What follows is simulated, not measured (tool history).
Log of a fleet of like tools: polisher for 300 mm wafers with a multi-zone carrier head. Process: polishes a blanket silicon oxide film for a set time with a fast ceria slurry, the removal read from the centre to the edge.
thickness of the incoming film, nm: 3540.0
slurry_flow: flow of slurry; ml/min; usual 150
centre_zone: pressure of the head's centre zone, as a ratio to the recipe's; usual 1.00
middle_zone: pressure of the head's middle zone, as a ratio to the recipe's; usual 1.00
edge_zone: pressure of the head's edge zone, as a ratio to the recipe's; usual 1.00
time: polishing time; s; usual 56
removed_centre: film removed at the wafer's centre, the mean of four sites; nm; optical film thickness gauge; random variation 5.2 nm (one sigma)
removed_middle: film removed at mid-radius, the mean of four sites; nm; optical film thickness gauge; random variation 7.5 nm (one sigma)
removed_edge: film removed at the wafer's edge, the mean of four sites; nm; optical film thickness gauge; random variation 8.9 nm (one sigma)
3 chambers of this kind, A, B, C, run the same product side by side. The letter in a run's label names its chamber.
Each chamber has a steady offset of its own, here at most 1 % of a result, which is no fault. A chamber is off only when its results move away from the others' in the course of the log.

-- hour=1.6 chamber C: edge zone pressure recalibrated
run 1A hour=9.2 | slurry_flow=150 centre_zone=1.00 middle_zone=1.00 edge_zone=1.00 time=56 | removed_centre=685.59 removed_middle=690.68 removed_edge=691.99
-- hour=14.7 chamber B: worn pad replaced by a new one
-- hour=15.2 chamber A: worn pad replaced by a new one
-- hour=16.0 chamber C: worn pad replaced by a new one
run 2C hour=22.7 | slurry_flow=150 centre_zone=1.00 middle_zone=1.00 edge_zone=1.00 time=56 | removed_centre=684.83 removed_middle=686.63 removed_edge=684.75
run 3B hour=30.3 | slurry_flow=150 centre_zone=1.00 middle_zone=1.00 edge_zone=1.00 time=56 | removed_centre=690.40 removed_middle=679.02 removed_edge=686.03
run 4A hour=37.3 | slurry_flow=150 centre_zone=1.00 middle_zone=1.00 edge_zone=1.00 time=56 | removed_centre=691.13 removed_middle=697.14 removed_edge=689.52
run 5C hour=44.6 | slurry_flow=150 centre_zone=1.00 middle_zone=1.00 edge_zone=1.00 time=56 | removed_centre=694.16 removed_middle=689.25 removed_edge=697.29
run 6B hour=51.0 | slurry_flow=150 centre_zone=1.00 middle_zone=1.00 edge_zone=1.12 time=56 | removed_centre=684.88 removed_middle=687.49 removed_edge=730.61
-- hour=58.0 chamber B: edge zone pressure recalibrated
run 7B hour=58.8 | slurry_flow=150 centre_zone=1.00 middle_zone=1.00 edge_zone=1.12 time=56 | removed_centre=696.70 removed_middle=681.87 removed_edge=722.34
-- hour=61.7 chamber A: edge zone pressure recalibrated
run 8A hour=65.2 | slurry_flow=150 centre_zone=1.00 middle_zone=1.00 edge_zone=1.12 time=56 | removed_centre=697.36 removed_middle=691.06 removed_edge=742.46
run 9C hour=72.9 | slurry_flow=150 centre_zone=1.00 middle_zone=1.00 edge_zone=1.00 time=56 | removed_centre=683.58 removed_middle=683.45 removed_edge=698.94
run 10A hour=79.2 | slurry_flow=150 centre_zone=1.00 middle_zone=1.00 edge_zone=1.00 time=56 | removed_centre=692.94 removed_middle=696.59 removed_edge=674.35
-- hour=80.7 chamber C: centre zone pressure recalibrated
run 11C hour=89.7 | slurry_flow=150 centre_zone=1.00 middle_zone=1.00 edge_zone=1.00 time=56 | removed_centre=683.92 removed_middle=676.47 removed_edge=691.49
run 12B hour=100.8 | slurry_flow=135 centre_zone=1.00 middle_zone=1.00 edge_zone=1.00 time=49 | removed_centre=587.80 removed_middle=595.18 removed_edge=584.74
-- hour=104.9 chamber A: worn pad replaced by a new one
run 13B hour=111.0 | slurry_flow=135 centre_zone=1.00 middle_zone=1.00 edge_zone=1.00 time=49 | removed_centre=586.47 removed_middle=591.42 removed_edge=580.64
-- hour=114.9 chamber B: worn pad replaced by a new one
run 14A hour=121.2 | slurry_flow=135 centre_zone=1.00 middle_zone=1.00 edge_zone=1.00 time=49 | removed_centre=585.55 removed_middle=593.39 removed_edge=600.75
run 15C hour=128.2 | slurry_flow=150 centre_zone=1.00 middle_zone=1.00 edge_zone=1.00 time=56 | removed_centre=675.38 removed_middle=681.21 removed_edge=676.86
-- hour=134.9 chamber C: worn pad replaced by a new one
run 16A hour=139.4 | slurry_flow=150 centre_zone=1.00 middle_zone=1.00 edge_zone=1.00 time=56 | removed_centre=683.66 removed_middle=710.01 removed_edge=691.12
run 17B hour=146.3 | slurry_flow=150 centre_zone=1.00 middle_zone=1.00 edge_zone=1.00 time=56 | removed_centre=690.40 removed_middle=702.93 removed_edge=688.63
run 18C hour=152.3 | slurry_flow=150 centre_zone=1.00 middle_zone=1.00 edge_zone=1.00 time=56 | removed_centre=687.76 removed_middle=675.78 removed_edge=680.24
run 19C hour=160.6 | slurry_flow=150 centre_zone=1.06 middle_zone=0.96 edge_zone=1.00 time=56 | removed_centre=708.14 removed_middle=650.10 removed_edge=689.09
run 20A hour=169.4 | slurry_flow=150 centre_zone=1.06 middle_zone=0.96 edge_zone=1.00 time=56 | removed_centre=741.09 removed_middle=668.40 removed_edge=700.44
-- hour=178.2 chamber A: worn pad replaced by a new one
run 21B hour=183.3 | slurry_flow=150 centre_zone=1.06 middle_zone=0.96 edge_zone=1.00 time=56 | removed_centre=745.21 removed_middle=669.43 removed_edge=690.13
run 22A hour=192.2 | slurry_flow=105 centre_zone=1.00 middle_zone=1.00 edge_zone=1.00 time=68 | removed_centre=752.58 removed_middle=793.43 removed_edge=780.72
run 23C hour=205.4 | slurry_flow=105 centre_zone=1.00 middle_zone=1.00 edge_zone=1.00 time=68 | removed_centre=734.41 removed_middle=736.71 removed_edge=755.97
run 24B hour=218.8 | slurry_flow=105 centre_zone=1.00 middle_zone=1.00 edge_zone=1.00 time=68 | removed_centre=772.21 removed_middle=762.28 removed_edge=791.67
run 25A hour=225.1 | slurry_flow=150 centre_zone=1.00 middle_zone=1.00 edge_zone=1.00 time=56 | removed_centre=693.33 removed_middle=706.56 removed_edge=696.40
-- hour=225.9 chamber B: worn pad replaced by a new one
run 26C hour=237.5 | slurry_flow=150 centre_zone=1.00 middle_zone=1.00 edge_zone=1.00 time=56 | removed_centre=663.73 removed_middle=663.30 removed_edge=679.58
run 27B hour=244.5 | slurry_flow=150 centre_zone=1.00 middle_zone=1.00 edge_zone=1.00 time=56 | removed_centre=695.74 removed_middle=696.46 removed_edge=672.94
-- hour=254.4 chamber B: slurry nozzle cleaned
run 28A hour=254.9 | slurry_flow=150 centre_zone=1.00 middle_zone=1.00 edge_zone=1.00 time=56 | removed_centre=678.52 removed_middle=695.14 removed_edge=672.98
-- hour=257.0 chamber C: worn pad replaced by a new one
run 29B hour=263.2 | slurry_flow=185 centre_zone=1.00 middle_zone=1.08 edge_zone=1.00 time=56 | removed_centre=720.51 removed_middle=770.42 removed_edge=704.58
-- hour=269.0 chamber A: worn pad replaced by a new one
run 30C hour=276.3 | slurry_flow=185 centre_zone=1.00 middle_zone=1.08 edge_zone=1.00 time=56 | removed_centre=693.42 removed_middle=734.16 removed_edge=685.58
-- hour=284.8 chamber A: centre zone pressure recalibrated
run 31A hour=286.0 | slurry_flow=185 centre_zone=1.00 middle_zone=1.08 edge_zone=1.00 time=56 | removed_centre=720.25 removed_middle=780.96 removed_edge=696.37
run 32C hour=295.8 | slurry_flow=150 centre_zone=1.00 middle_zone=1.00 edge_zone=1.00 time=56 | removed_centre=654.34 removed_middle=646.29 removed_edge=665.94
run 33B hour=308.2 | slurry_flow=150 centre_zone=1.00 middle_zone=1.00 edge_zone=1.00 time=56 | removed_centre=695.64 removed_middle=692.11 removed_edge=690.54
-- hour=309.5 chamber A: slurry nozzle cleaned
run 34A hour=314.3 | slurry_flow=150 centre_zone=1.00 middle_zone=1.00 edge_zone=1.00 time=56 | removed_centre=682.77 removed_middle=694.88 removed_edge=685.27
-- hour=327.0 chamber B: worn pad replaced by a new one
run 35B hour=327.8 | slurry_flow=150 centre_zone=1.00 middle_zone=1.00 edge_zone=1.00 time=56 | removed_centre=684.23 removed_middle=672.96 removed_edge=674.75
run 36C hour=335.6 | slurry_flow=150 centre_zone=1.00 middle_zone=1.00 edge_zone=1.00 time=56 | removed_centre=642.48 removed_middle=649.54 removed_edge=663.56
run 37A hour=342.7 | slurry_flow=150 centre_zone=1.00 middle_zone=1.00 edge_zone=1.00 time=56 | removed_centre=685.84 removed_middle=697.50 removed_edge=686.17
run 38B hour=356.1 | slurry_flow=150 centre_zone=1.00 middle_zone=1.00 edge_zone=1.00 time=56 | removed_centre=685.85 removed_middle=695.99 removed_edge=683.31
-- hour=358.4 chamber A: worn pad replaced by a new one
run 39C hour=363.6 | slurry_flow=150 centre_zone=1.00 middle_zone=1.00 edge_zone=1.00 time=56 | removed_centre=652.54 removed_middle=652.79 removed_edge=654.85
run 40A hour=370.1 | slurry_flow=150 centre_zone=1.00 middle_zone=1.00 edge_zone=1.00 time=56 | removed_centre=687.60 removed_middle=683.11 removed_edge=677.84
run 41C hour=377.3 | slurry_flow=150 centre_zone=1.00 middle_zone=1.00 edge_zone=1.00 time=56 | removed_centre=642.34 removed_middle=652.99 removed_edge=639.92
-- hour=383.5 chamber C: worn pad replaced by a new one
run 42B hour=386.9 | slurry_flow=150 centre_zone=1.00 middle_zone=1.00 edge_zone=1.00 time=56 | removed_centre=684.84 removed_middle=687.88 removed_edge=679.84
run 43C hour=397.1 | slurry_flow=110 centre_zone=1.00 middle_zone=1.00 edge_zone=1.00 time=39 | removed_centre=405.70 removed_middle=411.85 removed_edge=438.07
run 44B hour=408.1 | slurry_flow=110 centre_zone=1.00 middle_zone=1.00 edge_zone=1.00 time=39 | removed_centre=445.39 removed_middle=439.82 removed_edge=452.83

What goes on in this fleet: one chamber off, a drifting gauge, or nothing beyond the chambers' own small offsets? Name the chamber and the cause, if any.

Chamber C drifts away from the others.
Cause: slurry flow missing at the pad, % = 26.7.

Here are 4 candidates for chamber C's next run, each the usual settings with a change, their results left as question marks. Which one brings its results back in line with what the others give on the usual settings?
In line means no further than this from the other chambers' mean on the usual settings: removed_centre 18.00 nm; removed_middle 26.00 nm; removed_edge 31.00 nm
run 45C-1 hour=418.0 | slurry_flow=150 centre_zone=1.01 middle_zone=1.01 edge_zone=0.99 time=57 | removed_centre=? removed_middle=? removed_edge=?
run 45C-2 hour=418.0 | slurry_flow=145 centre_zone=0.98 middle_zone=0.98 edge_zone=1.02 time=53 | removed_centre=? removed_middle=? removed_edge=?
run 45C-3 hour=418.0 | slurry_flow=150 centre_zone=0.99 middle_zone=0.99 edge_zone=1.01 time=55 | removed_centre=? removed_middle=? removed_edge=?
run 45C-4 hour=418.0 | slurry_flow=155 centre_zone=1.02 middle_zone=1.02 edge_zone=0.98 time=59 | removed_centre=? removed_middle=? removed_edge=?

The other chambers' mean on the usual settings: removed_centre 688.95 nm; removed_middle 691.88 nm; removed_edge 685.80 nm
run=45C-1 removed_centre=652.26 removed_middle=656.12 removed_edge=661.97
run=45C-2 removed_centre=580.88 removed_middle=588.65 removed_edge=621.69
run=45C-3 removed_centre=615.67 removed_middle=621.81 removed_edge=645.57
run=45C-4 removed_centre=688.88 removed_middle=690.78 removed_edge=685.35
45C-4 brings the chamber back in line.
